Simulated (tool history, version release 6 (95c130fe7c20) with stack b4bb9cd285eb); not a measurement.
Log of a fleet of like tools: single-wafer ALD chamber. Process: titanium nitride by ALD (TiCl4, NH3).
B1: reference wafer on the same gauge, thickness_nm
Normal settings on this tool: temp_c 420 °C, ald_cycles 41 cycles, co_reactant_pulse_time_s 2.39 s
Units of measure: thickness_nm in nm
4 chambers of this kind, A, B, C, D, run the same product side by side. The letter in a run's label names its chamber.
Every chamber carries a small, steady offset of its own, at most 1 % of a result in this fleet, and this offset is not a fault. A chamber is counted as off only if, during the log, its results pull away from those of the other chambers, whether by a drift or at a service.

{"run": "1D", "hour": 10.5, "temp_c": 420, "ald_cycles": 41, "co_reactant_pulse_time_s": 2.39, "B1": 0.83778, "thickness_nm": 0.90862}
{"run": "2C", "hour": 20.2, "temp_c": 420, "ald_cycles": 41, "co_reactant_pulse_time_s": 2.39, "B1": 0.83659, "thickness_nm": 0.91219}
{"run": "3A", "hour": 27.8, "temp_c": 420, "ald_cycles": 41, "co_reactant_pulse_time_s": 2.39, "B1": 0.83681, "thickness_nm": 0.90677}
{"run": "4B", "hour": 36.3, "temp_c": 420, "ald_cycles": 41, "co_reactant_pulse_time_s": 2.39, "B1": 0.83685, "thickness_nm": 0.90967}
{"run": "5D", "hour": 42.1, "temp_c": 420, "ald_cycles": 41, "co_reactant_pulse_time_s": 2.39, "B1": 0.8361, "thickness_nm": 0.92182}
{"run": "6A", "hour": 49.3, "temp_c": 420, "ald_cycles": 41, "co_reactant_pulse_time_s": 2.39, "B1": 0.83609, "thickness_nm": 0.9095}
{"run": "7B", "hour": 55.6, "temp_c": 420, "ald_cycles": 41, "co_reactant_pulse_time_s": 2.39, "B1": 0.837, "thickness_nm": 0.91413}
{"run": "8C", "hour": 65.9, "temp_c": 420, "ald_cycles": 35, "co_reactant_pulse_time_s": 1.89, "B1": 0.83711, "thickness_nm": 0.77117}
{"run": "9C", "hour": 76.3, "temp_c": 420, "ald_cycles": 35, "co_reactant_pulse_time_s": 1.89, "B1": 0.83723, "thickness_nm": 0.78012}
{"run": "10D", "hour": 83.0, "temp_c": 420, "ald_cycles": 35, "co_reactant_pulse_time_s": 1.89, "B1": 0.83757, "thickness_nm": 0.77147}
{"run": "11A", "hour": 91.9, "temp_c": 420, "ald_cycles": 35, "co_reactant_pulse_time_s": 1.89, "B1": 0.83578, "thickness_nm": 0.77139}
{"run": "12B", "hour": 100.3, "temp_c": 420, "ald_cycles": 41, "co_reactant_pulse_time_s": 2.39, "B1": 0.83732, "thickness_nm": 0.91422}
{"run": "13D", "hour": 109.7, "temp_c": 420, "ald_cycles": 41, "co_reactant_pulse_time_s": 2.39, "B1": 0.83778, "thickness_nm": 0.91505}
{"run": "14C", "hour": 120.4, "temp_c": 420, "ald_cycles": 41, "co_reactant_pulse_time_s": 2.39, "B1": 0.8366, "thickness_nm": 0.91494}
{"run": "15A", "hour": 128.3, "temp_c": 420, "ald_cycles": 41, "co_reactant_pulse_time_s": 2.39, "B1": 0.83797, "thickness_nm": 0.91142}
{"run": "16B", "hour": 138.4, "temp_c": 420, "ald_cycles": 41, "co_reactant_pulse_time_s": 2.39, "B1": 0.83772, "thickness_nm": 0.92008}
{"run": "17A", "hour": 148.1, "temp_c": 420, "ald_cycles": 41, "co_reactant_pulse_time_s": 2.39, "B1": 0.8364, "thickness_nm": 0.90062}
{"run": "18C", "hour": 155.0, "temp_c": 420, "ald_cycles": 41, "co_reactant_pulse_time_s": 2.39, "B1": 0.8369, "thickness_nm": 0.91655}
{"run": "19D", "hour": 161.3, "temp_c": 420, "ald_cycles": 41, "co_reactant_pulse_time_s": 2.39, "B1": 0.83744, "thickness_nm": 0.91858}
{"run": "20B", "hour": 168.2, "temp_c": 420, "ald_cycles": 41, "co_reactant_pulse_time_s": 2.39, "B1": 0.83644, "thickness_nm": 0.91892}
{"run": "21B", "hour": 178.9, "temp_c": 420, "ald_cycles": 41, "co_reactant_pulse_time_s": 2.39, "B1": 0.8376, "thickness_nm": 0.9092}
{"run": "22A", "hour": 189.4, "temp_c": 420, "ald_cycles": 41, "co_reactant_pulse_time_s": 2.39, "B1": 0.83753, "thickness_nm": 0.90034}
{"run": "23C", "hour": 198.4, "temp_c": 420, "ald_cycles": 41, "co_reactant_pulse_time_s": 2.39, "B1": 0.83745, "thickness_nm": 0.91308}
{"run": "24D", "hour": 205.9, "temp_c": 420, "ald_cycles": 41, "co_reactant_pulse_time_s": 1.59, "B1": 0.8361, "thickness_nm": 0.91093}
{"run": "25C", "hour": 213.8, "temp_c": 420, "ald_cycles": 41, "co_reactant_pulse_time_s": 1.59, "B1": 0.83752, "thickness_nm": 0.90392}
{"run": "26B", "hour": 219.0, "temp_c": 420, "ald_cycles": 41, "co_reactant_pulse_time_s": 1.59, "B1": 0.83645, "thickness_nm": 0.90707}
{"run": "27D", "hour": 227.8, "temp_c": 420, "ald_cycles": 41, "co_reactant_pulse_time_s": 1.59, "B1": 0.83724, "thickness_nm": 0.90976}
{"run": "28A", "hour": 233.5, "temp_c": 420, "ald_cycles": 41, "co_reactant_pulse_time_s": 2.39, "B1": 0.83702, "thickness_nm": 0.90993}

Predict what each chamber gives when all 4 of them run the settings below next.
{"run": "29A", "hour": 241.3, "temp_c": 420, "ald_cycles": 41, "co_reactant_pulse_time_s": 2.39, "thickness_nm": "?"}
{"run": "29B", "hour": 241.3, "temp_c": 420, "ald_cycles": 41, "co_reactant_pulse_time_s": 2.39, "thickness_nm": "?"}
{"run": "29C", "hour": 241.3, "temp_c": 420, "ald_cycles": 41, "co_reactant_pulse_time_s": 2.39, "thickness_nm": "?"}
{"run": "29D", "hour": 241.3, "temp_c": 420, "ald_cycles": 41, "co_reactant_pulse_time_s": 2.39, "thickness_nm": "?"}

run=29A thickness_nm=0.90156
run=29B thickness_nm=0.91368
run=29C thickness_nm=0.91269
run=29D thickness_nm=0.91219
